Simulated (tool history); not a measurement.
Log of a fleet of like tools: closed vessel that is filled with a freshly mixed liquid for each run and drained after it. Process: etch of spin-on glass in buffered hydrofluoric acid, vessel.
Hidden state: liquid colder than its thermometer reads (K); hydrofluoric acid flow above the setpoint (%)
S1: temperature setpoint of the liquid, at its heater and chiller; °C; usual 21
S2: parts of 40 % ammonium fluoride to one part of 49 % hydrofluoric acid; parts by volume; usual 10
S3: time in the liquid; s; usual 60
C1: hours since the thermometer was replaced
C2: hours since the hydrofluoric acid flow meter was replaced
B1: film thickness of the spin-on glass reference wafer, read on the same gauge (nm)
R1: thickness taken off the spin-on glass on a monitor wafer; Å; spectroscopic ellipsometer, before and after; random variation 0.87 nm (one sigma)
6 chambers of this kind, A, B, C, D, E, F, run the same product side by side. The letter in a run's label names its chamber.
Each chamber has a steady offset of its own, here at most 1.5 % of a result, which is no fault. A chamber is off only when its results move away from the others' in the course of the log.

run 1E day=0.167 | S1=21 S2=10 S3=60 | C1=301.4 C2=557.4 | B1=119.97 | R1=2017.1
run 2F day=0.317 | S1=21 S2=10 S3=60 | C1=335.8 C2=388.6 | B1=120 | R1=2040.8
run 3C day=0.488 | S1=21 S2=10 S3=60 | C1=82.6 C2=522.1 | B1=119.99 | R1=1984
run 4D day=0.646 | S1=21 S2=10 S3=60 | C1=95.4 C2=1849.2 | B1=120 | R1=1985.2
run 5A day=0.775 | S1=21 S2=10 S3=60 | C1=489.7 C2=1795.4 | B1=119.95 | R1=2002.4
run 6B day=0.875 | S1=21 S2=10 S3=60 | C1=1030.1 C2=789.8 | B1=119.97 | R1=2016.4
run 7C day=1.012 | S1=21 S2=12 S3=60 | C1=95.2 C2=534.7 | B1=120.02 | R1=1677
run 8A day=1.154 | S1=21 S2=12 S3=60 | C1=498.8 C2=1804.5 | B1=119.97 | R1=1683.9
run 9F day=1.279 | S1=21 S2=12 S3=60 | C1=358.9 C2=411.7 | B1=120.04 | R1=1712.7
run 10B day=1.425 | S1=21 S2=12 S3=60 | C1=1043.3 C2=803 | B1=120 | R1=1678.8
run 11D day=1.542 | S1=21 S2=12 S3=60 | C1=116.9 C2=1870.7 | B1=119.99 | R1=1692.7
run 12E day=1.721 | S1=21 S2=12 S3=60 | C1=338.7 C2=594.7 | B1=119.98 | R1=1687.7
run 13E day=1.862 | S1=21 S2=10 S3=60 | C1=342.1 C2=598.1 | B1=120.01 | R1=2019.9
run 14B day=2.05 | S1=21 S2=10 S3=60 | C1=1058.3 C2=818 | B1=120.03 | R1=1982.5
run 15C day=2.233 | S1=21 S2=10 S3=60 | C1=124.5 C2=564 | B1=120.04 | R1=1991.6
run 16A day=2.396 | S1=25.5 S2=10 S3=75 | C1=528.6 C2=1834.3 | B1=119.99 | R1=3211.3
run 17F day=2.5 | S1=25.5 S2=10 S3=75 | C1=388.2 C2=441 | B1=119.96 | R1=3253.3
run 18D day=2.592 | S1=25.5 S2=10 S3=75 | C1=142.1 C2=1895.9 | B1=120.06 | R1=3190.3
run 19A day=2.767 | S1=25.5 S2=10 S3=75 | C1=537.5 C2=1843.2 | B1=119.99 | R1=3217.9
run 20C day=2.896 | S1=25.5 S2=10 S3=75 | C1=140.4 C2=579.9 | B1=119.96 | R1=3202.7
run 21D day=3.071 | S1=25.5 S2=10 S3=75 | C1=153.6 C2=1907.4 | B1=119.98 | R1=3205.2
run 22E day=3.196 | S1=21 S2=10 S3=75 | C1=374.1 C2=630.1 | B1=120 | R1=2526
run 23F day=3.283 | S1=21 S2=10 S3=75 | C1=407 C2=459.8 | B1=120.03 | R1=2547.4
run 24B day=3.367 | S1=21 S2=10 S3=75 | C1=1089.9 C2=849.6 | B1=120 | R1=2479.4
run 25C day=3.517 | S1=21 S2=10 S3=75 | C1=155.3 C2=594.8 | B1=120.03 | R1=2496.5
run 26E day=3.654 | S1=21 S2=10 S3=75 | C1=385.1 C2=641.1 | B1=120 | R1=2512.5
run 27F day=3.783 | S1=21 S2=10 S3=75 | C1=419 C2=471.8 | B1=120.01 | R1=2545
run 28D day=3.871 | S1=21 S2=10 S3=60 | C1=172.8 C2=1926.6 | B1=119.98 | R1=1995.4
run 29B day=4.021 | S1=21 S2=10 S3=60 | C1=1105.6 C2=865.3 | B1=119.99 | R1=1957.9
run 30A day=4.188 | S1=21 S2=10 S3=60 | C1=571.6 C2=1877.3 | B1=120 | R1=1998.6
run 31D day=4.338 | S1=21 S2=10 S3=60 | C1=184 C2=1937.8 | B1=120.01 | R1=2025.9
run 32F day=4.467 | S1=21 S2=10 S3=60 | C1=435.4 C2=488.2 | B1=120 | R1=2020.6
run 33E day=4.625 | S1=21 S2=10 S3=60 | C1=408.4 C2=664.4 | B1=119.99 | R1=2028.6
run 34B day=4.762 | S1=21 S2=10 S3=60 | C1=1123.4 C2=883.1 | B1=119.97 | R1=1966.3
run 35A day=4.892 | S1=21 S2=10 S3=60 | C1=588.5 C2=1894.2 | B1=120.01 | R1=2009.1
run 36C day=5.083 | S1=21 S2=10 S3=60 | C1=192.9 C2=632.4 | B1=119.99 | R1=2007.3
run 37D day=5.262 | S1=21 S2=10 S3=60 | C1=206.2 C2=1960 | B1=120 | R1=2019.7
run 38A day=5.358 | S1=21 S2=10 S3=60 | C1=599.7 C2=1905.4 | B1=119.95 | R1=1999.4
run 39E day=5.504 | S1=21 S2=10 S3=60 | C1=429.5 C2=685.5 | B1=119.97 | R1=2004

Next, every chamber runs the same settings. What will each give?
run 40A day=5.642 | S1=21 S2=10 S3=60 | R1=?
run 40B day=5.642 | S1=21 S2=10 S3=60 | R1=?
run 40C day=5.642 | S1=21 S2=10 S3=60 | R1=?
run 40D day=5.642 | S1=21 S2=10 S3=60 | R1=?
run 40E day=5.642 | S1=21 S2=10 S3=60 | R1=?
run 40F day=5.642 | S1=21 S2=10 S3=60 | R1=?

run=40A R1=2026.5
run=40B R1=1959
run=40C R1=2007.2
run=40D R1=2012.2
run=40E R1=2017.3
run=40F R1=2013
